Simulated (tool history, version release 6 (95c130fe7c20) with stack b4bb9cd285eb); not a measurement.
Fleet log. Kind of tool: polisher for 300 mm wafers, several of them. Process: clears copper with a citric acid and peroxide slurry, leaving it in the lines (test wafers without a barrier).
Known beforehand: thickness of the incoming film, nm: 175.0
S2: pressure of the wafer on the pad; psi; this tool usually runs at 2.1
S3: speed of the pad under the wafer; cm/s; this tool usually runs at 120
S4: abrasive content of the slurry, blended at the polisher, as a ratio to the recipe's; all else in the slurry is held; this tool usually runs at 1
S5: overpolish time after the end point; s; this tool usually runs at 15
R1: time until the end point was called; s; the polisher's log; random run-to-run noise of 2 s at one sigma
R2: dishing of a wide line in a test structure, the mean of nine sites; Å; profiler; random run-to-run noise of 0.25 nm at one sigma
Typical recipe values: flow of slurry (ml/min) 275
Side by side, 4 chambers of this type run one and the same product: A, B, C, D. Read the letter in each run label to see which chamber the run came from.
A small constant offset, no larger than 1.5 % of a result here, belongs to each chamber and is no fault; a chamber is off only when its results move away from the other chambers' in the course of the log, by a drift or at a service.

run 1C hour=4.7 | flow_of_slurry_(ml/min)=275 S2=2.1 S3=120 S4=1 S5=15 | R1=108.24 R2=144.09
run 2B hour=6.7 | flow_of_slurry_(ml/min)=275 S2=2.1 S3=120 S4=1 S5=15 | R1=105.6 R2=151.4
run 3A hour=9.2 | flow_of_slurry_(ml/min)=275 S2=2.1 S3=120 S4=1 S5=15 | R1=106.88 R2=151.19
-- hour=12.1 chamber B: worn pad replaced by a new one
run 4D hour=12.6 | flow_of_slurry_(ml/min)=275 S2=2.1 S3=120 S4=1 S5=15 | R1=109.49 R2=147.15
run 5C hour=14.7 | flow_of_slurry_(ml/min)=275 S2=2.1 S3=120 S4=1 S5=15 | R1=107.51 R2=142.47
run 6D hour=17.9 | flow_of_slurry_(ml/min)=275 S2=2.1 S3=120 S4=1 S5=15 | R1=108.33 R2=146.42
run 7B hour=21.1 | flow_of_slurry_(ml/min)=275 S2=2.1 S3=120 S4=1 S5=15 | R1=107.19 R2=143.06
run 8A hour=24.5 | flow_of_slurry_(ml/min)=275 S2=2.1 S3=120 S4=1 S5=15 | R1=110.53 R2=147.6
run 9B hour=26.9 | flow_of_slurry_(ml/min)=275 S2=2.1 S3=120 S4=1 S5=15 | R1=107.63 R2=148.1
run 10C hour=30.4 | flow_of_slurry_(ml/min)=275 S2=2.1 S3=120 S4=1 S5=15 | R1=111.03 R2=148.43
run 11D hour=33.7 | flow_of_slurry_(ml/min)=275 S2=2.4 S3=120 S4=1 S5=15 | R1=95.709 R2=161.04
run 12A hour=37 | flow_of_slurry_(ml/min)=275 S2=2.4 S3=120 S4=1 S5=15 | R1=97.501 R2=163.5
run 13B hour=39.4 | flow_of_slurry_(ml/min)=275 S2=2.4 S3=120 S4=1 S5=15 | R1=95.242 R2=163.07
run 14C hour=41.4 | flow_of_slurry_(ml/min)=275 S2=2.4 S3=120 S4=1 S5=15 | R1=96.405 R2=161.93
run 15D hour=43.8 | flow_of_slurry_(ml/min)=275 S2=2.1 S3=120 S4=1 S5=15 | R1=111.56 R2=147.2
run 16A hour=47.1 | flow_of_slurry_(ml/min)=275 S2=2.1 S3=120 S4=1 S5=15 | R1=109.76 R2=146.72
-- hour=49.8 chamber D: worn pad replaced by a new one
run 17D hour=50.6 | flow_of_slurry_(ml/min)=225 S2=2.1 S3=120 S4=1 S5=12 | R1=112.61 R2=125.26
run 18A hour=54.8 | flow_of_slurry_(ml/min)=225 S2=2.1 S3=120 S4=1 S5=12 | R1=115.27 R2=115.63
run 19B hour=59.2 | flow_of_slurry_(ml/min)=225 S2=2.1 S3=120 S4=1 S5=12 | R1=110.44 R2=124.75
run 20C hour=61.9 | flow_of_slurry_(ml/min)=225 S2=2.1 S3=120 S4=1 S5=12 | R1=113.5 R2=123.28
run 21C hour=65.3 | flow_of_slurry_(ml/min)=275 S2=1.5 S3=120 S4=1 S5=15 | R1=152.4 R2=116.84
run 22D hour=68.6 | flow_of_slurry_(ml/min)=275 S2=1.5 S3=120 S4=1 S5=15 | R1=147.03 R2=115.6
run 23A hour=72 | flow_of_slurry_(ml/min)=275 S2=1.5 S3=120 S4=1 S5=15 | R1=167.55 R2=104.98
run 24B hour=74.3 | flow_of_slurry_(ml/min)=275 S2=1.5 S3=120 S4=1 S5=15 | R1=149.99 R2=116.13
-- hour=75.3 chamber C: slurry blender recalibrated
run 25A hour=78.6 | flow_of_slurry_(ml/min)=275 S2=2.1 S3=120 S4=1 S5=15 | R1=114.51 R2=142.58
run 26C hour=82.2 | flow_of_slurry_(ml/min)=275 S2=2.1 S3=120 S4=1 S5=15 | R1=107.87 R2=147.1
run 27B hour=86.8 | flow_of_slurry_(ml/min)=275 S2=2.1 S3=120 S4=1 S5=15 | R1=108.07 R2=147.86
run 28D hour=89.1 | flow_of_slurry_(ml/min)=275 S2=2.1 S3=120 S4=1 S5=15 | R1=109.43 R2=146.79
run 29A hour=91.3 | flow_of_slurry_(ml/min)=275 S2=2.1 S3=120 S4=1 S5=7 | R1=116.21 R2=74.12
run 30C hour=93.6 | flow_of_slurry_(ml/min)=275 S2=2.1 S3=120 S4=1 S5=7 | R1=106.11 R2=77.442
run 31B hour=98.2 | flow_of_slurry_(ml/min)=275 S2=2.1 S3=120 S4=1 S5=7 | R1=107.48 R2=80.109
-- hour=99.3 chamber C: worn pad replaced by a new one
run 32D hour=101.2 | flow_of_slurry_(ml/min)=275 S2=2.1 S3=120 S4=1 S5=7 | R1=109.35 R2=78.119
-- hour=102.3 chamber B: worn pad replaced by a new one
run 33B hour=104.5 | flow_of_slurry_(ml/min)=275 S2=2.1 S3=158 S4=1 S5=18 | R1=83.372 R2=195.8
run 34A hour=107.9 | flow_of_slurry_(ml/min)=275 S2=2.1 S3=158 S4=1 S5=18 | R1=90.079 R2=184.61
run 35C hour=110.7 | flow_of_slurry_(ml/min)=275 S2=2.1 S3=158 S4=1 S5=18 | R1=83.369 R2=200.16
-- hour=113.4 chamber C: head pressure recalibrated
run 36D hour=114.3 | flow_of_slurry_(ml/min)=275 S2=2.1 S3=158 S4=1 S5=18 | R1=81.171 R2=200.54
run 37D hour=116.4 | flow_of_slurry_(ml/min)=275 S2=2.1 S3=134 S4=1 S5=15 | R1=96.054 R2=158.41
run 38A hour=118.6 | flow_of_slurry_(ml/min)=275 S2=2.1 S3=134 S4=1 S5=15 | R1=109.96 R2=151.3
run 39B hour=121.4 | flow_of_slurry_(ml/min)=275 S2=2.1 S3=134 S4=1 S5=15 | R1=96.576 R2=155.99
run 40C hour=124 | flow_of_slurry_(ml/min)=275 S2=2.1 S3=134 S4=1 S5=15 | R1=95.857 R2=157.12
run 41B hour=128.5 | flow_of_slurry_(ml/min)=275 S2=2.1 S3=120 S4=1 S5=15 | R1=106.48 R2=153.76
run 42C hour=132 | flow_of_slurry_(ml/min)=275 S2=2.7 S3=120 S4=1 S5=15 | R1=84.771 R2=172.82

What goes on in this fleet: one chamber off, a drifting gauge, or nothing beyond the chambers' own small offsets? Name the chamber and the cause, if any.

Little by little, chamber A moves away from the other chambers.
Most likely cause: removal rate lost through wear of the pad, % = 10.9.
The log may not separate it from: head's pressure below its setpoint, %.

Chamber A could run next with any of the 4 candidate recipes listed below; each alters the usual settings, and their results appear as question marks. Which one brings its results back in line with what the other chambers deliver on the usual settings?
To be in line, a result may differ from the other chambers' mean on the usual settings by at most: R1 7 s; R2 8.7 Å
run 43A-1 hour=135.4 | flow_of_slurry_(ml/min)=270 S2=1.9 S3=104 S4=1 S5=15 | R1=? R2=?
run 43A-2 hour=135.4 | flow_of_slurry_(ml/min)=275 S2=2 S3=112 S4=1 S5=15 | R1=? R2=?
run 43A-3 hour=135.4 | flow_of_slurry_(ml/min)=275 S2=2.2 S3=128 S4=1 S5=15 | R1=? R2=?
run 43A-4 hour=135.4 | flow_of_slurry_(ml/min)=280 S2=2.4 S3=136 S4=1 S5=15 | R1=? R2=?

Usual-settings mean across the other chambers: R1 108.96 s; R2 147.26 Å
run=43A-1 R1=155.95 R2=111.44
run=43A-2 R1=137.99 R2=122.96
run=43A-3 R1=110.59 R2=145.88
run=43A-4 R1=95.581 R2=162.46
The answer is 43A-3, which returns the chamber to within the allowed miss of the others.
